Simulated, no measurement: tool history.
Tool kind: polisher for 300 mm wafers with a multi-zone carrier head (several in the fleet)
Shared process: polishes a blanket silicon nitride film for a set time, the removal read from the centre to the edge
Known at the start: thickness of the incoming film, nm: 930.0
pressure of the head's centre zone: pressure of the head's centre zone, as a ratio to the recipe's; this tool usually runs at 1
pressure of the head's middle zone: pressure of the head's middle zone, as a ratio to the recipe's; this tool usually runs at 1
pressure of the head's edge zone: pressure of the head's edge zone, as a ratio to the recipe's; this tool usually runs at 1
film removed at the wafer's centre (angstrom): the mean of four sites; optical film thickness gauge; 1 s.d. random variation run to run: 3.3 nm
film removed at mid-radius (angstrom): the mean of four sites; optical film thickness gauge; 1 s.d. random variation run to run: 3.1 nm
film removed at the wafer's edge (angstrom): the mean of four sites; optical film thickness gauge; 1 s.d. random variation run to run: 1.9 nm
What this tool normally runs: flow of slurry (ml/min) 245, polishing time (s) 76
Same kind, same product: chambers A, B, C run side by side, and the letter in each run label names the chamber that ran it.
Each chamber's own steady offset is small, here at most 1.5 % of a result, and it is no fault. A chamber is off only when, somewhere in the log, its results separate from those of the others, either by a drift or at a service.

run    day  flow of slurry (ml/min)  pressure of the head's centre zone  pressure of the head's middle zone  pressure of the head's edge zone  polishing time (s)  film removed at the wafer's centre (angstrom)  film removed at mid-radius (angstrom)  film removed at the wafer's edge (angstrom)
     0.046  -- chamber C: worn pad replaced by a new one
 1C    0.3                      245                                   1                                   1                                 1                  76                                         2399.7                                 2373.5                                       2392.5
 2B   0.55                      245                                   1                                   1                                 1                  76                                         2426.8                                 2390.1                                       2463.9
 3A  0.788                      245                                   1                                   1                                 1                  76                                         2405.8                                 2394.2                                       2433.6
 4A  1.025                      245                                   1                                   1                                 1                  76                                         2470.1                                 2502.2                                       2402.2
     1.083  -- chamber A: slurry nozzle cleaned
 5C  1.321                      245                                   1                                   1                                 1                  76                                         2467.1                                 2366.8                                         2420
 6B    1.5                      245                                   1                                   1                                 1                  76                                         2416.8                                 2391.8                                       2437.6
 7B  1.779                      310                                   1                                   1                                 1                  76                                         2491.5                                 2420.1                                       2495.1
 8A  1.971                      310                                   1                                   1                                 1                  76                                         2515.6                                 2433.6                                       2491.8
      2.15  -- chamber B: worn pad replaced by a new one
 9C  2.212                      310                                   1                                   1                                 1                  76                                         2488.2                                 2471.6                                       2454.4
     2.429  -- chamber A: edge zone pressure recalibrated
10B  2.508                      245                                   1                                   1                                 1                  76                                         2448.5                                 2406.5                                       2484.9
     2.529  -- chamber A: worn pad replaced by a new one
     2.642  -- chamber C: worn pad replaced by a new one
11C  2.775                      245                                   1                                   1                                 1                  76                                         2479.5                                 2390.3                                       2402.5
12A  2.942                      245                                   1                                   1                                 1                  76                                         2407.6                                 2449.2                                         2428
13A   3.25                      245                                   1                                   1                                 1                  76                                         2417.5                                 2450.2                                       2466.2
14C  3.529                      245                                   1                                   1                                 1                  76                                           2488                                 2412.1                                       2428.3
15B  3.675                      245                                   1                                   1                                 1                  76                                         2367.1                                   2454                                       2416.6
16A  3.946                      245                                   1                                   1                                 1                  76                                         2430.8                                 2407.7                                       2477.6
17B   4.25                      190                                1.09                                   1                                 1                  76                                         2597.1                                 2335.9                                       2393.8
18C  4.538                      190                                1.09                                   1                                 1                  76                                           2676                                 2290.3                                       2339.5
      4.55  -- chamber B: worn pad replaced by a new one
19B  4.679                      190                                1.09                                   1                                 1                  76                                         2569.9                                 2293.8                                       2399.5
20C  4.871                      195                                   1                                   1                                 1                  94                                           3060                                 2846.1                                       2915.2
21A  5.083                      195                                   1                                   1                                 1                  94                                         2837.7                                 2866.7                                         2948
     5.104  -- chamber C: worn pad replaced by a new one
22A  5.396                      195                                   1                                   1                                 1                  94                                         2910.7                                   2916                                       2935.6
23B  5.533                      245                                   1                                   1                                 1                  76                                         2442.9                                 2455.8                                       2472.6
     5.688  -- chamber A: worn pad replaced by a new one
24C  5.833                      245                                   1                                   1                                 1                  76                                         2593.2                                 2415.5                                       2417.7
25A  6.054                      245                                0.91                                   1                                 1                  76                                         2151.7                                 2447.6                                       2437.6
26C  6.229                      245                                0.91                                   1                                 1                  76                                         2354.4                                 2423.7                                       2415.7
27B  6.379                      245                                0.91                                   1                                 1                  76                                         2222.3                                 2388.7                                       2462.9
28B  6.517                      245                                   1                                   1                                 1                  76                                         2456.4                                   2375                                       2422.4
      6.55  -- chamber B: worn pad replaced by a new one
29A    6.8                      245                                   1                                   1                                 1                  76                                           2477                                 2384.3                                       2457.6
30C  7.029                      245                                   1                                   1                              0.89                  76                                         2584.6                                 2395.8                                       2248.4
31B  7.325                      245                                   1                                   1                              0.89                  76                                           2446                                 2425.8                                       2310.9
32C  7.496                      245                                   1                                   1                              0.89                  76                                         2643.3                                   2471                                       2244.8
33A  7.746                      245                                   1                                   1                                 1                  76                                         2397.7                                   2412                                       2428.3
     7.896  -- chamber C: worn pad replaced by a new one
34C    7.9                      245                                   1                                   1                                 1                  76                                         2677.5                                 2371.1                                       2416.9
35A  8.071                      245                                   1                                   1                                 1                  76                                         2453.3                                 2435.4                                         2426
36B  8.317                      245                                   1                                   1                                 1                  76                                         2478.2                                   2385                                         2453
37B  8.504                      245                                   1                                   1                                 1                  76                                         2353.8                                 2417.3                                       2442.7
38C  8.712                      245                                   1                                   1                                 1                  76                                         2706.4                                 2460.7                                       2387.5
39A  8.892                      245                                   1                                   1                                 1                  76                                         2431.5                                 2398.7                                       2467.1
     9.188  -- chamber A: worn pad replaced by a new one
40A  9.212                      245                                   1                                   1                                 1                  76                                         2359.1                                 2413.9                                       2443.4

Is one chamber off against the others, does the gauge drift, or is nothing wrong? If a chamber is off, say which, and what the likeliest cause is.

It is chamber C that slowly wanders off from its peers.
Most likely cause: centre zone's pressure above its setpoint, % = 10.5.

Chamber C could run next with any of the 4 candidate recipes listed below; each alters the usual settings, and their results appear as question marks. Which one brings its results back in line with what the other chambers deliver on the usual settings?
In-line tolerance around the mean of the other chambers on the usual settings: film removed at the wafer's centre (angstrom) 110; film removed at mid-radius (angstrom) 110; film removed at the wafer's edge (angstrom) 66
41C-1  9.442                      250                                 1.1                                0.99                              0.96                  76                                              ?                                      ?                                            ?
41C-2  9.442                      240                                 0.9                                1.01                              1.04                  76                                              ?                                      ?                                            ?
41C-3  9.442                      245                                0.97                                   1                              1.01                  76                                              ?                                      ?                                            ?
41C-4  9.442                      245                                1.03                                   1                              0.99                  76                                              ?                                      ?                                            ?

The mean the other chambers reach with the usual settings: film removed at the wafer's centre (angstrom) 2418.9; film removed at mid-radius (angstrom) 2424.8; film removed at the wafer's edge (angstrom) 2446.9
  run  film removed at the wafer's centre (angstrom)  film removed at mid-radius (angstrom)  film removed at the wafer's edge (angstrom)
41C-1                                         3018.7                                 2378.2                                       2350.9
41C-2                                         2407.6                                 2412.9                                       2443.6
41C-3                                         2622.9                                 2396.1                                       2410.3
41C-4                                           2802                                 2395.3                                       2384.7
It is 41C-2 that realigns the chamber with its peers.
